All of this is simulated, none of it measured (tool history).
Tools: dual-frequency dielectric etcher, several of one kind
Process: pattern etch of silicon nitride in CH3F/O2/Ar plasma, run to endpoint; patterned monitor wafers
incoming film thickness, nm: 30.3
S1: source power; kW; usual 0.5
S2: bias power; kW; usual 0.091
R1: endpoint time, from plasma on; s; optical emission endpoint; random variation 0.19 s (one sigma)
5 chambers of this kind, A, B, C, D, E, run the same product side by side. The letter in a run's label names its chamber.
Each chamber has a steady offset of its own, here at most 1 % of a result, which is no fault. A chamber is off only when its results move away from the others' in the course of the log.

| run | hour | S1 | S2 | R1 |
|---|---|---|---|---|
| 1A | 12.5 | 0.5 | 0.091 | 36.612 |
|  | 19.9 | chamber B: bias power generator calibrated |
| 2B | 26.9 | 0.5 | 0.091 | 36.831 |
| 3C | 40.5 | 0.5 | 0.091 | 37.1 |
| 4E | 55.5 | 0.5 | 0.091 | 37.063 |
| 5D | 65.8 | 0.5 | 0.091 | 37.072 |
|  | 70.2 | chamber D: wet clean of the chamber |
| 6B | 74.6 | 0.5 | 0.091 | 36.929 |
| 7D | 88.3 | 0.5 | 0.091 | 36.902 |
| 8E | 100.8 | 0.5 | 0.091 | 36.701 |
| 9C | 116.1 | 0.5 | 0.081 | 38.785 |
| 10A | 129.1 | 0.5 | 0.081 | 38.365 |
|  | 140.3 | chamber E: wet clean of the chamber |
| 11A | 140.7 | 0.5 | 0.081 | 38.78 |
| 12D | 152.7 | 0.5 | 0.081 | 38.623 |
| 13C | 163.7 | 0.5 | 0.081 | 38.507 |
| 14E | 177.7 | 0.5 | 0.091 | 36.892 |
| 15B | 185.2 | 0.5 | 0.091 | 37.348 |
|  | 192.8 | chamber C: wet clean of the chamber |
| 16E | 199.8 | 0.5 | 0.091 | 37.075 |
| 17A | 208 | 0.5 | 0.091 | 36.944 |
| 18D | 218.7 | 0.5 | 0.091 | 36.752 |
| 19B | 230.2 | 0.5 | 0.091 | 37.126 |
| 20C | 241.9 | 0.5 | 0.091 | 38.182 |
| 21E | 250.9 | 0.5 | 0.091 | 37.012 |
| 22A | 262.8 | 0.5 | 0.091 | 36.967 |
| 23D | 269.5 | 0.5 | 0.091 | 36.975 |
| 24B | 278.6 | 0.5 | 0.091 | 37.392 |
| 25C | 288.1 | 0.5 | 0.091 | 38.387 |
| 26B | 301.3 | 0.5 | 0.091 | 36.769 |
| 27A | 311 | 0.5 | 0.091 | 36.667 |
|  | 317 | chamber E: source power generator calibrated |
| 28D | 323.2 | 0.54 | 0.091 | 35.818 |
| 29C | 336.9 | 0.54 | 0.091 | 37.909 |
| 30E | 351 | 0.54 | 0.091 | 36.138 |
| 31A | 361.7 | 0.54 | 0.091 | 35.647 |
| 32B | 373.2 | 0.54 | 0.091 | 35.887 |
| 33C | 383.8 | 0.5 | 0.091 | 38.651 |
| 34E | 392.2 | 0.5 | 0.091 | 36.873 |
| 35D | 400.5 | 0.5 | 0.091 | 36.775 |
| 36C | 415.1 | 0.5 | 0.091 | 38.216 |

All 5 chambers run these settings next. Forecast each chamber's results:
| 37A | 426.3 | 0.56 | 0.091 | ? |
| 37B | 426.3 | 0.56 | 0.091 | ? |
| 37C | 426.3 | 0.56 | 0.091 | ? |
| 37D | 426.3 | 0.56 | 0.091 | ? |
| 37E | 426.3 | 0.56 | 0.091 | ? |

| run | R1 |
|---|---|
| 37A | 35.311 |
| 37B | 35.842 |
| 37C | 37.022 |
| 37D | 35.183 |
| 37E | 35.05 |
